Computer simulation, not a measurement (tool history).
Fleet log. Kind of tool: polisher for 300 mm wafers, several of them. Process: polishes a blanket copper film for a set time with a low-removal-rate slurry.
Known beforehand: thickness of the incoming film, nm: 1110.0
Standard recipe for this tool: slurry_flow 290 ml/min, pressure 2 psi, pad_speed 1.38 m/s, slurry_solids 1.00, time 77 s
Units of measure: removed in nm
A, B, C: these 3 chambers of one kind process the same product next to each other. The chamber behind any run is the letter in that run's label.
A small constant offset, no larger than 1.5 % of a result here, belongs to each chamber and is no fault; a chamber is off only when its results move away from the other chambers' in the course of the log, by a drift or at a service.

run	day	slurry_flow	pressure	pad_speed	slurry_solids	time	wafers polished on this pad	hours since the slurry nozzle was cleaned	hours since the head pressure was calibrated	hours since the slurry blender was calibrated	removed
1C	0.188	290	2	1.38	1.00	77	769	126.7	1311.7	184.1	256.86
2B	0.475	290	2	1.38	1.00	77	385	291.8	342.1	78.5	251.54
# day 0.517: chamber A: slurry blender recalibrated
# day 0.517: chamber C: head pressure recalibrated
3A	0.667	290	2	1.38	1.00	77	191	305.5	392.7	3.7	254.17
# day 0.917: chamber C: worn pad replaced by a new one
4B	0.971	290	2	1.38	1.00	77	497	303.7	354.0	90.4	255.74
5C	1.275	290	2	1.38	1.00	77	81	152.8	18.3	210.2	256.16
6A	1.542	290	2	1.38	1.00	77	389	326.5	413.7	24.7	253.48
# day 1.633: chamber B: slurry blender recalibrated
7B	1.838	290	2	1.38	1.00	77	693	324.5	374.8	5.0	257.92
8A	2.138	290	2	1.72	1.25	77	524	340.8	428.0	39.0	334.69
9C	2.454	290	2	1.72	1.25	77	348	181.1	46.6	238.5	324.68
10B	2.738	290	2	1.72	1.25	77	897	346.1	396.4	26.6	337.76
11A	2.971	290	2	1.38	1.00	77	712	360.8	448.0	59.0	254.46
# day 3.042: chamber A: worn pad replaced by a new one
12C	3.283	290	2	1.38	1.00	77	535	201.0	66.5	258.4	259.07
# day 3.304: chamber B: slurry nozzle cleaned
# day 3.346: chamber B: worn pad replaced by a new one
13A	3.438	290	2	1.38	1.00	77	90	372.0	459.2	70.2	259.26
# day 3.662: chamber A: slurry nozzle cleaned
14C	3.742	290	2	1.38	1.00	77	639	212.0	77.5	269.4	256.31
15B	3.971	290	2	1.38	1.00	77	141	16.0	426.0	56.2	262.55
16A	4.258	290	2	1.38	1.30	77	276	14.4	478.9	89.9	269.43
17C	4.562	290	2	1.38	1.30	77	825	231.7	97.2	289.1	267.45
18B	4.838	290	2	1.38	1.30	77	338	36.8	446.8	77.0	286.83
# day 4.979: chamber C: worn pad replaced by a new one
19A	5.058	290	2	1.38	1.00	77	457	33.6	498.1	109.1	257.05
20B	5.200	290	2	1.38	1.00	77	420	45.5	455.5	85.7	269.04
21C	5.512	290	2	1.38	1.00	77	120	254.5	120.0	311.9	255.16
22A	5.842	290	2	1.38	1.00	77	634	52.4	516.9	127.9	258.54
23C	6.042	290	2	1.38	1.00	77	240	267.2	132.7	324.6	255.22
# day 6.275: chamber A: slurry blender recalibrated
24B	6.358	290	2	1.38	1.00	77	682	73.3	483.3	113.5	272.68
25A	6.617	290	2	1.38	1.00	77	810	71.0	535.5	8.3	254.43
# day 6.704: chamber A: worn pad replaced by a new one
26C	6.933	290	2	1.38	1.00	77	442	288.6	154.1	346.0	254.91
27B	7.108	290	2	1.38	1.00	77	852	91.3	501.3	131.5	274.10
# day 7.238: chamber C: slurry blender recalibrated
28B	7.367	290	2	1.38	1.00	77	910	97.5	507.5	137.7	277.10
# day 7.375: chamber B: slurry blender recalibrated
29C	7.625	210	2	1.38	1.00	77	599	305.2	170.7	9.3	247.90
30A	7.883	210	2	1.38	1.00	77	267	101.4	565.9	38.7	245.52
31A	8.117	210	2	1.38	1.00	77	320	107.0	571.5	44.3	245.75
32B	8.288	290	2	1.38	1.00	77	1119	119.6	529.6	22.0	289.99
33C	8.442	290	2	1.38	1.00	77	783	324.8	190.3	28.9	254.68

Is one chamber off against the others, does the gauge drift, or is nothing wrong? If a chamber is off, say which, and what the likeliest cause is.

It is chamber B that slowly wanders off from its peers.
Cause: head's pressure above its setpoint, % = 11.9.

Here are 4 candidates for chamber B's next run, each the usual settings with a change, their results left as question marks. Which one brings its results back in line with what the others give on the usual settings?
To be in line, a result may differ from the other chambers' mean on the usual settings by at most: removed 9.00 nm
34B-1	8.679	290	2.0	1.22	1.00	77					?
34B-2	8.679	290	2.0	1.38	1.00	73					?
34B-3	8.679	290	2.1	1.44	1.00	80					?
34B-4	8.679	290	2.0	1.38	1.00	81					?

The other chambers' mean on the usual settings: removed 255.59 nm
run	removed
34B-1	254.20
34B-2	272.71
34B-3	327.62
34B-4	302.60
The answer is 34B-1, which returns the chamber to within the allowed miss of the others.

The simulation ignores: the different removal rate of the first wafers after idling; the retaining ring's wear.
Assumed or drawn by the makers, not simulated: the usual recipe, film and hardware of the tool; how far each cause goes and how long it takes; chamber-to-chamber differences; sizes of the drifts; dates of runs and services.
